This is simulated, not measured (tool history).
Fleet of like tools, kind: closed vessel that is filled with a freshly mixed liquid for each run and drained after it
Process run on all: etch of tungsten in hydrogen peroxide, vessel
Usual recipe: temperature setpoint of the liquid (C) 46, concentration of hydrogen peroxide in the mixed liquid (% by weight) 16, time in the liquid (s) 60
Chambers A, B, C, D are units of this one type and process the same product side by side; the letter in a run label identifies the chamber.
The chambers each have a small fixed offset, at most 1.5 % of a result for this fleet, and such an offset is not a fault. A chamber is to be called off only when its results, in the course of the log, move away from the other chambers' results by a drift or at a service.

| run | day | temperature setpoint of the liquid (C) | concentration of hydrogen peroxide in the mixed liquid (% by weight) | time in the liquid (s) | hours since the thermometer was replaced | hours since the peroxide flow meter was replaced | hours since the drum of peroxide was connected | read-back film thickness of the tungsten reference wafer, read on the same gauge (nm) | thickness taken off the tungsten on a monitor wafer (Å) |
|---|---|---|---|---|---|---|---|---|---|
| 1D | 0.267 | 46 | 16 | 60 | 1131.6 | 646.3 | 356.7 | 150 | 353.62 |
| 2B | 0.45 | 46 | 16 | 60 | 715.1 | 1487.8 | 398.1 | 149.98 | 351.17 |
| 3A | 0.808 | 46 | 16 | 60 | 365.3 | 842.2 | 185.5 | 150 | 350.62 |
| 4C | 1.079 | 46 | 16 | 60 | 647.3 | 1302.3 | 417.1 | 150 | 352.51 |
| 5A | 1.317 | 46 | 16 | 60 | 377.5 | 854.4 | 197.7 | 150.01 | 347.94 |
| 6C | 1.488 | 46 | 16 | 60 | 657.1 | 1312.1 | 426.9 | 150.01 | 354.5 |
| 7B | 1.692 | 46 | 16 | 60 | 744.9 | 1517.6 | 427.9 | 149.98 | 348.9 |
| 8D | 2.008 | 46 | 16 | 60 | 1173.4 | 688.1 | 398.5 | 150.01 | 352.27 |
| 9B | 2.212 | 46 | 16 | 60 | 757.4 | 1530.1 | 440.4 | 150.01 | 352.23 |
| 10C | 2.379 | 46 | 16 | 60 | 678.5 | 1333.5 | 448.3 | 149.99 | 352.9 |
| 11D | 2.567 | 46 | 16 | 60 | 1186.8 | 701.5 | 411.9 | 149.98 | 354.41 |
| 12A | 2.792 | 46 | 16 | 60 | 412.9 | 889.8 | 233.1 | 149.99 | 349.42 |
| 13C | 2.996 | 46 | 16 | 60 | 693.3 | 1348.3 | 463.1 | 150 | 354.24 |
| 14D | 3.317 | 46 | 12 | 75 | 1204.8 | 719.5 | 429.9 | 150.01 | 384.12 |
| 15A | 3.504 | 46 | 12 | 75 | 430 | 906.9 | 250.2 | 149.99 | 380.71 |
| 16B | 3.825 | 46 | 12 | 75 | 796.1 | 1568.8 | 479.1 | 150 | 381.63 |
| 17D | 4.179 | 46 | 12 | 75 | 1225.5 | 740.2 | 450.6 | 150 | 385.21 |
| 18C | 4.546 | 46 | 16 | 60 | 730.5 | 1385.5 | 500.3 | 150.02 | 358.4 |
| 19A | 4.85 | 46 | 16 | 60 | 462.3 | 939.2 | 282.5 | 150.02 | 352.52 |
| 20B | 5.121 | 46 | 16 | 60 | 827.2 | 1599.9 | 510.2 | 150.01 | 351.18 |
| 21D | 5.383 | 46 | 16 | 60 | 1254.4 | 769.1 | 479.5 | 150 | 355.31 |
| 22A | 5.592 | 46 | 16 | 60 | 480.1 | 957 | 300.3 | 149.99 | 350.34 |
| 23C | 5.954 | 46 | 16 | 60 | 764.3 | 1419.3 | 534.1 | 149.97 | 362.3 |
| 24B | 6.283 | 46 | 16 | 60 | 855.1 | 1627.8 | 538.1 | 149.99 | 351.95 |
| 25A | 6.583 | 46 | 16 | 60 | 503.9 | 980.8 | 324.1 | 150 | 348.56 |
|  | 6.858 | chamber B: new drum of peroxide connected |
| 26C | 6.879 | 46 | 16 | 60 | 786.5 | 1441.5 | 556.3 | 150.01 | 365.91 |
| 27B | 7.138 | 46 | 16 | 60 | 875.6 | 1648.3 | 6.8 | 149.97 | 352.5 |
|  | 7.192 | chamber A: thermometer replaced |
| 28D | 7.3 | 46 | 20.5 | 80 | 1300.4 | 815.1 | 525.5 | 150 | 532.27 |
| 29D | 7.65 | 46 | 20.5 | 80 | 1308.8 | 823.5 | 533.9 | 150.03 | 533.85 |
|  | 7.85 | chamber C: new drum of peroxide connected |
| 30C | 7.967 | 46 | 20.5 | 80 | 812.6 | 1467.6 | 2.9 | 150 | 555.99 |
|  | 8.129 | chamber D: new drum of peroxide connected |
| 31A | 8.2 | 46 | 20.5 | 80 | 24.3 | 1019.6 | 362.9 | 150 | 533.44 |
| 32B | 8.375 | 46 | 19.5 | 60 | 905.3 | 1678 | 36.5 | 149.99 | 389.78 |
| 33D | 8.571 | 46 | 19.5 | 60 | 1330.9 | 845.6 | 10.6 | 150.01 | 388.18 |
|  | 8.675 | chamber B: thermometer replaced |
| 34B | 8.746 | 46 | 19.5 | 60 | 1.7 | 1686.9 | 45.4 | 150 | 385.91 |
| 35C | 9.029 | 46 | 19.5 | 60 | 838.1 | 1493.1 | 28.4 | 149.98 | 408.56 |
| 36A | 9.262 | 46 | 16 | 60 | 49.8 | 1045.1 | 388.4 | 150.01 | 352.63 |
| 37D | 9.621 | 46 | 16 | 60 | 1356.1 | 870.8 | 35.8 | 149.99 | 352.8 |
| 38C | 9.938 | 46 | 12 | 60 | 859.9 | 1514.9 | 50.2 | 150 | 320.68 |
| 39A | 10.112 | 46 | 12 | 60 | 70.2 | 1065.5 | 408.8 | 149.99 | 302.46 |

Predict what each chamber gives when all 4 of them run the settings below next.
| 40A | 10.375 | 46 | 16 | 60 |  |  |  |  | ? |
| 40B | 10.375 | 46 | 16 | 60 |  |  |  |  | ? |
| 40C | 10.375 | 46 | 16 | 60 |  |  |  |  | ? |
| 40D | 10.375 | 46 | 16 | 60 |  |  |  |  | ? |

| run | thickness taken off the tungsten on a monitor wafer (Å) |
|---|---|
| 40A | 347.96 |
| 40B | 352.67 |
| 40C | 375.15 |
| 40D | 353.84 |
